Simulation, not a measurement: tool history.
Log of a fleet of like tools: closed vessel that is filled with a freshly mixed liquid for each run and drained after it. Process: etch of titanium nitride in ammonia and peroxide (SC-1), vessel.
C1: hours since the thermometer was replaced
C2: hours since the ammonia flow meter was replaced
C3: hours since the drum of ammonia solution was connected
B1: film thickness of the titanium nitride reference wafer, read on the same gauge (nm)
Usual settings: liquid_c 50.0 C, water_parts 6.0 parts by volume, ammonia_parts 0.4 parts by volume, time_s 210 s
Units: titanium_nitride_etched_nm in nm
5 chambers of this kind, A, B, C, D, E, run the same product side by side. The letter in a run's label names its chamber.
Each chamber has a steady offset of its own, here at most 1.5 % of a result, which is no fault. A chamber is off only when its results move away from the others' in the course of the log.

{"hour": 4.9, "done": "chamber C: ammonia flow meter replaced"}
{"run": "1D", "hour": 14.2, "liquid_c": 50.0, "water_parts": 6.0, "ammonia_parts": 0.4, "time_s": 210, "C1": 1288.4, "C2": 611.4, "C3": 254.4, "B1": 150.01, "titanium_nitride_etched_nm": 17.17}
{"run": "2B", "hour": 27.4, "liquid_c": 50.0, "water_parts": 6.0, "ammonia_parts": 0.4, "time_s": 210, "C1": 1052.7, "C2": 580.6, "C3": 64.6, "B1": 149.98, "titanium_nitride_etched_nm": 17.478}
{"run": "3E", "hour": 42.4, "liquid_c": 50.0, "water_parts": 6.0, "ammonia_parts": 0.4, "time_s": 210, "C1": 2631.6, "C2": 865.9, "C3": 82.3, "B1": 149.99, "titanium_nitride_etched_nm": 17.112}
{"run": "4C", "hour": 51.8, "liquid_c": 50.0, "water_parts": 6.0, "ammonia_parts": 0.4, "time_s": 210, "C1": 778.3, "C2": 47.0, "C3": 200.7, "B1": 150.01, "titanium_nitride_etched_nm": 17.506}
{"hour": 52.9, "done": "chamber B: thermometer replaced"}
{"run": "5A", "hour": 63.3, "liquid_c": 50.0, "water_parts": 8.0, "ammonia_parts": 0.5, "time_s": 210, "C1": 1412.2, "C2": 1052.4, "C3": 457.4, "B1": 149.99, "titanium_nitride_etched_nm": 15.485}
{"run": "6C", "hour": 73.3, "liquid_c": 50.0, "water_parts": 8.0, "ammonia_parts": 0.5, "time_s": 210, "C1": 799.8, "C2": 68.5, "C3": 222.2, "B1": 150.0, "titanium_nitride_etched_nm": 15.742}
{"hour": 78.0, "done": "chamber E: thermometer replaced"}
{"run": "7A", "hour": 83.5, "liquid_c": 50.0, "water_parts": 8.0, "ammonia_parts": 0.5, "time_s": 210, "C1": 1432.4, "C2": 1072.6, "C3": 477.6, "B1": 149.99, "titanium_nitride_etched_nm": 15.747}
{"run": "8D", "hour": 93.3, "liquid_c": 50.0, "water_parts": 8.0, "ammonia_parts": 0.5, "time_s": 210, "C1": 1367.5, "C2": 690.5, "C3": 333.5, "B1": 150.01, "titanium_nitride_etched_nm": 15.5}
{"hour": 98.6, "done": "chamber A: ammonia flow meter replaced"}
{"run": "9E", "hour": 100.4, "liquid_c": 50.0, "water_parts": 8.0, "ammonia_parts": 0.5, "time_s": 210, "C1": 22.5, "C2": 923.9, "C3": 140.3, "B1": 149.99, "titanium_nitride_etched_nm": 15.644}
{"run": "10B", "hour": 110.5, "liquid_c": 50.0, "water_parts": 6.0, "ammonia_parts": 0.4, "time_s": 210, "C1": 57.6, "C2": 663.7, "C3": 147.7, "B1": 150.0, "titanium_nitride_etched_nm": 17.305}
{"run": "11C", "hour": 120.2, "liquid_c": 50.0, "water_parts": 6.0, "ammonia_parts": 0.4, "time_s": 210, "C1": 846.7, "C2": 115.4, "C3": 269.1, "B1": 150.0, "titanium_nitride_etched_nm": 17.613}
{"run": "12E", "hour": 134.5, "liquid_c": 50.0, "water_parts": 6.0, "ammonia_parts": 0.4, "time_s": 210, "C1": 56.6, "C2": 958.0, "C3": 174.4, "B1": 150.01, "titanium_nitride_etched_nm": 17.396}
{"run": "13B", "hour": 149.6, "liquid_c": 50.0, "water_parts": 6.0, "ammonia_parts": 0.5, "time_s": 155, "C1": 96.7, "C2": 702.8, "C3": 186.8, "B1": 149.99, "titanium_nitride_etched_nm": 13.371}
{"run": "14D", "hour": 163.0, "liquid_c": 50.0, "water_parts": 6.0, "ammonia_parts": 0.5, "time_s": 155, "C1": 1437.2, "C2": 760.2, "C3": 403.2, "B1": 149.99, "titanium_nitride_etched_nm": 13.18}
{"run": "15A", "hour": 171.8, "liquid_c": 50.0, "water_parts": 6.0, "ammonia_parts": 0.5, "time_s": 155, "C1": 1520.7, "C2": 73.2, "C3": 565.9, "B1": 150.01, "titanium_nitride_etched_nm": 13.342}
{"run": "16D", "hour": 184.1, "liquid_c": 50.0, "water_parts": 6.0, "ammonia_parts": 0.5, "time_s": 155, "C1": 1458.3, "C2": 781.3, "C3": 424.3, "B1": 149.99, "titanium_nitride_etched_nm": 13.22}
{"run": "17B", "hour": 199.4, "liquid_c": 50.0, "water_parts": 6.0, "ammonia_parts": 0.5, "time_s": 155, "C1": 146.5, "C2": 752.6, "C3": 236.6, "B1": 149.99, "titanium_nitride_etched_nm": 13.2}
{"run": "18C", "hour": 211.1, "liquid_c": 50.0, "water_parts": 6.0, "ammonia_parts": 0.4, "time_s": 210, "C1": 937.6, "C2": 206.3, "C3": 360.0, "B1": 150.02, "titanium_nitride_etched_nm": 17.679}
{"hour": 212.1, "done": "chamber A: new drum of ammonia solution connected"}
{"run": "19E", "hour": 220.3, "liquid_c": 50.0, "water_parts": 6.0, "ammonia_parts": 0.4, "time_s": 210, "C1": 142.4, "C2": 1043.8, "C3": 260.2, "B1": 150.01, "titanium_nitride_etched_nm": 17.071}
{"run": "20A", "hour": 234.8, "liquid_c": 50.0, "water_parts": 6.0, "ammonia_parts": 0.4, "time_s": 210, "C1": 1583.7, "C2": 136.2, "C3": 22.8, "B1": 150.0, "titanium_nitride_etched_nm": 17.27}
{"run": "21C", "hour": 249.7, "liquid_c": 59.5, "water_parts": 6.0, "ammonia_parts": 0.4, "time_s": 160, "C1": 976.2, "C2": 244.9, "C3": 398.6, "B1": 150.0, "titanium_nitride_etched_nm": 26.026}
{"run": "22D", "hour": 257.7, "liquid_c": 59.5, "water_parts": 6.0, "ammonia_parts": 0.4, "time_s": 160, "C1": 1531.9, "C2": 854.9, "C3": 497.9, "B1": 150.01, "titanium_nitride_etched_nm": 25.073}
{"run": "23A", "hour": 267.2, "liquid_c": 59.5, "water_parts": 6.0, "ammonia_parts": 0.4, "time_s": 160, "C1": 1616.1, "C2": 168.6, "C3": 55.2, "B1": 150.0, "titanium_nitride_etched_nm": 25.176}
{"hour": 274.4, "done": "chamber E: new drum of ammonia solution connected"}
{"run": "24B", "hour": 274.5, "liquid_c": 59.5, "water_parts": 6.0, "ammonia_parts": 0.4, "time_s": 160, "C1": 221.6, "C2": 827.7, "C3": 311.7, "B1": 149.99, "titanium_nitride_etched_nm": 24.883}
{"run": "25E", "hour": 290.0, "liquid_c": 59.5, "water_parts": 6.0, "ammonia_parts": 0.4, "time_s": 160, "C1": 212.1, "C2": 1113.5, "C3": 15.6, "B1": 150.0, "titanium_nitride_etched_nm": 25.189}
{"run": "26D", "hour": 302.8, "liquid_c": 50.0, "water_parts": 6.0, "ammonia_parts": 0.4, "time_s": 210, "C1": 1577.0, "C2": 900.0, "C3": 543.0, "B1": 149.98, "titanium_nitride_etched_nm": 17.165}
{"run": "27A", "hour": 318.6, "liquid_c": 50.0, "water_parts": 6.0, "ammonia_parts": 0.4, "time_s": 210, "C1": 1667.5, "C2": 220.0, "C3": 106.6, "B1": 149.99, "titanium_nitride_etched_nm": 17.329}
{"run": "28B", "hour": 332.0, "liquid_c": 50.0, "water_parts": 6.0, "ammonia_parts": 0.4, "time_s": 210, "C1": 279.1, "C2": 885.2, "C3": 369.2, "B1": 150.0, "titanium_nitride_etched_nm": 17.509}
{"run": "29E", "hour": 342.8, "liquid_c": 50.0, "water_parts": 6.0, "ammonia_parts": 0.4, "time_s": 210, "C1": 264.9, "C2": 1166.3, "C3": 68.4, "B1": 150.0, "titanium_nitride_etched_nm": 17.451}
{"run": "30C", "hour": 354.2, "liquid_c": 50.0, "water_parts": 6.0, "ammonia_parts": 0.4, "time_s": 210, "C1": 1080.7, "C2": 349.4, "C3": 503.1, "B1": 150.02, "titanium_nitride_etched_nm": 17.928}
{"run": "31B", "hour": 368.4, "liquid_c": 50.0, "water_parts": 6.0, "ammonia_parts": 0.4, "time_s": 210, "C1": 315.5, "C2": 921.6, "C3": 405.6, "B1": 150.0, "titanium_nitride_etched_nm": 17.599}
{"run": "32D", "hour": 379.8, "liquid_c": 50.0, "water_parts": 6.0, "ammonia_parts": 0.4, "time_s": 210, "C1": 1654.0, "C2": 977.0, "C3": 620.0, "B1": 150.01, "titanium_nitride_etched_nm": 17.27}
{"run": "33A", "hour": 389.3, "liquid_c": 50.0, "water_parts": 8.5, "ammonia_parts": 0.4, "time_s": 110, "C1": 1738.2, "C2": 290.7, "C3": 177.3, "B1": 150.03, "titanium_nitride_etched_nm": 7.732}
{"run": "34C", "hour": 404.0, "liquid_c": 50.0, "water_parts": 8.5, "ammonia_parts": 0.4, "time_s": 110, "C1": 1130.5, "C2": 399.2, "C3": 552.9, "B1": 150.0, "titanium_nitride_etched_nm": 7.9321}
{"hour": 409.2, "done": "chamber D: new drum of ammonia solution connected"}
{"run": "35E", "hour": 414.0, "liquid_c": 50.0, "water_parts": 8.5, "ammonia_parts": 0.4, "time_s": 110, "C1": 336.1, "C2": 1237.5, "C3": 139.6, "B1": 150.01, "titanium_nitride_etched_nm": 7.4878}
{"run": "36D", "hour": 425.8, "liquid_c": 50.0, "water_parts": 8.5, "ammonia_parts": 0.4, "time_s": 110, "C1": 1700.0, "C2": 1023.0, "C3": 16.7, "B1": 149.99, "titanium_nitride_etched_nm": 7.5502}
{"run": "37B", "hour": 435.8, "liquid_c": 50.0, "water_parts": 8.5, "ammonia_parts": 0.4, "time_s": 110, "C1": 382.9, "C2": 989.0, "C3": 473.0, "B1": 149.99, "titanium_nitride_etched_nm": 7.477}
{"run": "38E", "hour": 446.8, "liquid_c": 50.0, "water_parts": 6.0, "ammonia_parts": 0.4, "time_s": 210, "C1": 368.9, "C2": 1270.3, "C3": 172.4, "B1": 149.99, "titanium_nitride_etched_nm": 17.081}
{"run": "39A", "hour": 458.2, "liquid_c": 50.0, "water_parts": 6.0, "ammonia_parts": 0.4, "time_s": 210, "C1": 1807.1, "C2": 359.6, "C3": 246.2, "B1": 150.01, "titanium_nitride_etched_nm": 17.423}
{"run": "40C", "hour": 473.3, "liquid_c": 50.0, "water_parts": 6.0, "ammonia_parts": 0.4, "time_s": 210, "C1": 1199.8, "C2": 468.5, "C3": 622.2, "B1": 150.02, "titanium_nitride_etched_nm": 18.307}

What goes on in this fleet: one chamber off, a drifting gauge, or nothing beyond the chambers' own small offsets? Name the chamber and the cause, if any.

Chamber C drifts away from the others.
Cause: liquid hotter than its thermometer reads (K) = 0.681.

Here are 4 candidates for chamber C's next run, each the usual settings with a change, their results left as question marks. Which one brings its results back in line with what the others give on the usual settings?
In line means no further than this from the other chambers' mean on the usual settings: titanium_nitride_etched_nm 0.5300 nm
{"run": "41C-1", "hour": 484.6, "liquid_c": 49.5, "water_parts": 6.0, "ammonia_parts": 0.4, "time_s": 205, "titanium_nitride_etched_nm": "?"}
{"run": "41C-2", "hour": 484.6, "liquid_c": 50.0, "water_parts": 6.0, "ammonia_parts": 0.55, "time_s": 210, "titanium_nitride_etched_nm": "?"}
{"run": "41C-3", "hour": 484.6, "liquid_c": 51.0, "water_parts": 6.0, "ammonia_parts": 0.4, "time_s": 220, "titanium_nitride_etched_nm": "?"}
{"run": "41C-4", "hour": 484.6, "liquid_c": 49.0, "water_parts": 6.0, "ammonia_parts": 0.4, "time_s": 200, "titanium_nitride_etched_nm": "?"}

The other chambers' mean on the usual settings: titanium_nitride_etched_nm 17.2780 nm
run=41C-1 titanium_nitride_etched_nm=17.2770
run=41C-2 titanium_nitride_etched_nm=19.3140
run=41C-3 titanium_nitride_etched_nm=20.6000
run=41C-4 titanium_nitride_etched_nm=16.2780
41C-1 brings the chamber back in line.

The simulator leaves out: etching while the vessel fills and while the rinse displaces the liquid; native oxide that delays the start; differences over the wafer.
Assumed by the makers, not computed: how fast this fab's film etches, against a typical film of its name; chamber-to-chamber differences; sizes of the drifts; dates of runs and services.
